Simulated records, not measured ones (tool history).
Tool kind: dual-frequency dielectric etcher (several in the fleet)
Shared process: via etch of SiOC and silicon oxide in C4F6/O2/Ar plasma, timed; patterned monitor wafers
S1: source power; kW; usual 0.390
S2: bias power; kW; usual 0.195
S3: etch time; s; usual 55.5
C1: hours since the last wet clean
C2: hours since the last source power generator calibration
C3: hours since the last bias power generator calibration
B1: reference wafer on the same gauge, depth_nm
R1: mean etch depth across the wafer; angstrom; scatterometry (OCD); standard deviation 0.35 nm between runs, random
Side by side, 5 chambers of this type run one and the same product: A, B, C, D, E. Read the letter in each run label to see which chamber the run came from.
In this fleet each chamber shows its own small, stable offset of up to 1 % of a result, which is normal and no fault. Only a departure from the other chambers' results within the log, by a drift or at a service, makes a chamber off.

Run 1C, hour 11.1: usual settings; C1 267.0; C2 2041.0; C3 521.4; B1 75.872. Result: R1 641.28 angstrom.
Run 2A, hour 17.1: usual settings; C1 301.1; C2 1384.7; C3 2419.7; B1 75.908. Result: R1 640.26 angstrom.
Run 3E, hour 27.8: usual settings; C1 111.9; C2 994.1; C3 2589.1; B1 75.869. Result: R1 640.97 angstrom.
Run 4B, hour 34.6: usual settings; C1 380.1; C2 192.1; C3 1154.4; B1 76.003. Result: R1 633.03 angstrom.
At hour 34.7: chamber B: wet clean of the chamber.
Run 5D, hour 45.9: usual settings but S2 0.222 kW; C1 107.1; C2 3448.3; C3 3725.6; B1 75.862. Result: R1 663.40 angstrom.
Run 6E, hour 55.5: usual settings but S2 0.222 kW; C1 139.6; C2 1021.8; C3 2616.8; B1 75.883. Result: R1 667.22 angstrom.
Run 7D, hour 65.1: usual settings but S2 0.222 kW; C1 126.3; C2 3467.5; C3 3744.8; B1 75.981. Result: R1 661.09 angstrom.
Run 8C, hour 76.7: usual settings but S2 0.222 kW; C1 332.6; C2 2106.6; C3 587.0; B1 75.792. Result: R1 667.04 angstrom.
Run 9B, hour 88.1: usual settings but S2 0.222 kW; C1 53.4; C2 245.6; C3 1207.9; B1 75.834. Result: R1 661.75 angstrom.
Run 10A, hour 99.1: usual settings; C1 383.1; C2 1466.7; C3 2501.7; B1 75.960. Result: R1 635.03 angstrom.
Run 11B, hour 110.7: usual settings; C1 76.0; C2 268.2; C3 1230.5; B1 75.933. Result: R1 631.03 angstrom.
Run 12E, hour 120.6: usual settings; C1 204.7; C2 1086.9; C3 2681.9; B1 75.863. Result: R1 638.36 angstrom.
Run 13A, hour 131.2: usual settings; C1 415.2; C2 1498.8; C3 2533.8; B1 75.948. Result: R1 636.82 angstrom.
Run 14D, hour 136.8: usual settings but S1 0.340 kW; C1 198.0; C2 3539.2; C3 3816.5; B1 75.796. Result: R1 602.08 angstrom.
Run 15C, hour 142.2: usual settings but S1 0.340 kW; C1 398.1; C2 2172.1; C3 652.5; B1 75.804. Result: R1 615.08 angstrom.
Run 16A, hour 151.3: usual settings but S1 0.340 kW; C1 435.3; C2 1518.9; C3 2553.9; B1 75.848. Result: R1 610.51 angstrom.
Run 17B, hour 161.4: usual settings but S1 0.340 kW; C1 126.7; C2 318.9; C3 1281.2; B1 75.927. Result: R1 596.86 angstrom.
Run 18E, hour 167.1: usual settings but S1 0.340 kW; C1 251.2; C2 1133.4; C3 2728.4; B1 75.909. Result: R1 603.80 angstrom.
Run 19D, hour 176.7: usual settings; C1 237.9; C2 3579.1; C3 3856.4; B1 75.978. Result: R1 641.70 angstrom.
At hour 183.4: chamber A: wet clean of the chamber.
Run 20C, hour 184.1: usual settings; C1 440.0; C2 2214.0; C3 694.4; B1 76.039. Result: R1 647.11 angstrom.
Run 21B, hour 195.0: usual settings; C1 160.3; C2 352.5; C3 1314.8; B1 75.882. Result: R1 629.17 angstrom.
Run 22C, hour 204.6: usual settings; C1 460.5; C2 2234.5; C3 714.9; B1 75.888. Result: R1 652.54 angstrom.
Run 23E, hour 213.6: usual settings; C1 297.7; C2 1179.9; C3 2774.9; B1 75.845. Result: R1 635.46 angstrom.
Run 24A, hour 221.6: usual settings but S3 62.5 s; C1 38.2; C2 1589.2; C3 2624.2; B1 75.901. Result: R1 718.42 angstrom.
Run 25D, hour 229.4: usual settings but S3 62.5 s; C1 290.6; C2 3631.8; C3 3909.1; B1 75.919. Result: R1 706.43 angstrom.
Run 26A, hour 236.6: usual settings but S3 62.5 s; C1 53.2; C2 1604.2; C3 2639.2; B1 75.984. Result: R1 719.74 angstrom.
At hour 239.9: chamber B: bias power generator calibrated.
Run 27C, hour 244.5: usual settings but S3 62.5 s; C1 500.4; C2 2274.4; C3 754.8; B1 76.037. Result: R1 740.68 angstrom.
Run 28B, hour 252.2: usual settings but S3 62.5 s; C1 217.5; C2 409.7; C3 12.3; B1 75.964. Result: R1 701.83 angstrom.
Run 29D, hour 260.8: usual settings; C1 322.0; C2 3663.2; C3 3940.5; B1 75.861. Result: R1 637.43 angstrom.
Run 30E, hour 266.7: usual settings; C1 350.8; C2 1233.0; C3 2828.0; B1 75.912. Result: R1 639.35 angstrom.
Run 31D, hour 273.1: usual settings but S3 63.0 s; C1 334.3; C2 3675.5; C3 3952.8; B1 75.902. Result: R1 731.34 angstrom.
Run 32E, hour 281.6: usual settings but S3 63.0 s; C1 365.7; C2 1247.9; C3 2842.9; B1 75.749. Result: R1 726.23 angstrom.
At hour 282.2: chamber E: bias power generator calibrated.
Run 33C, hour 294.0: usual settings but S3 63.0 s; C1 549.9; C2 2323.9; C3 804.3; B1 75.867. Result: R1 750.14 angstrom.
Run 34A, hour 302.5: usual settings but S3 63.0 s; C1 119.1; C2 1670.1; C3 2705.1; B1 75.913. Result: R1 727.61 angstrom.
Run 35B, hour 309.8: usual settings but S3 63.0 s; C1 275.1; C2 467.3; C3 69.9; B1 75.872. Result: R1 721.95 angstrom.
Run 36E, hour 317.7: usual settings; C1 401.8; C2 1284.0; C3 35.5; B1 75.807. Result: R1 640.85 angstrom.
Run 37C, hour 330.1: usual settings; C1 586.0; C2 2360.0; C3 840.4; B1 75.952. Result: R1 660.69 angstrom.
Run 38B, hour 337.8: usual settings; C1 303.1; C2 495.3; C3 97.9; B1 75.899. Result: R1 631.06 angstrom.
Run 39D, hour 348.3: usual settings; C1 409.5; C2 3750.7; C3 4028.0; B1 75.960. Result: R1 635.04 angstrom.

One chamber off, gauge drift, or nothing amiss beyond the chambers' own small offsets? If it is a chamber, which one, and what is the likeliest cause?

Little by little, chamber C moves away from the other chambers.
What lies behind it: etch rate over this chamber's usual, % = 4.35.

Below are 4 candidate recipes for chamber C's next run, each the usual settings with a change, their results shown as question marks. Which of them brings C's results back in line with what the other chambers give on the usual settings?
To be in line, a result may differ from the other chambers' mean on the usual settings by at most: R1 12.00 angstrom
Run 40C-1, hour 357.3: usual settings but S3 58.0 s. Result: R1 ?.
Run 40C-2, hour 357.3: usual settings but S3 55.0 s. Result: R1 ?.
Run 40C-3, hour 357.3: usual settings but S2 0.168 kW. Result: R1 ?.
Run 40C-4, hour 357.3: usual settings but S3 56.0 s. Result: R1 ?.

Mean of the other chambers on the usual settings: R1 636.81 angstrom
  run      R1
40C-1  695.63
40C-2  659.65
40C-3  634.86
40C-4  671.64
With 40C-3, the chamber falls back in line with the rest.

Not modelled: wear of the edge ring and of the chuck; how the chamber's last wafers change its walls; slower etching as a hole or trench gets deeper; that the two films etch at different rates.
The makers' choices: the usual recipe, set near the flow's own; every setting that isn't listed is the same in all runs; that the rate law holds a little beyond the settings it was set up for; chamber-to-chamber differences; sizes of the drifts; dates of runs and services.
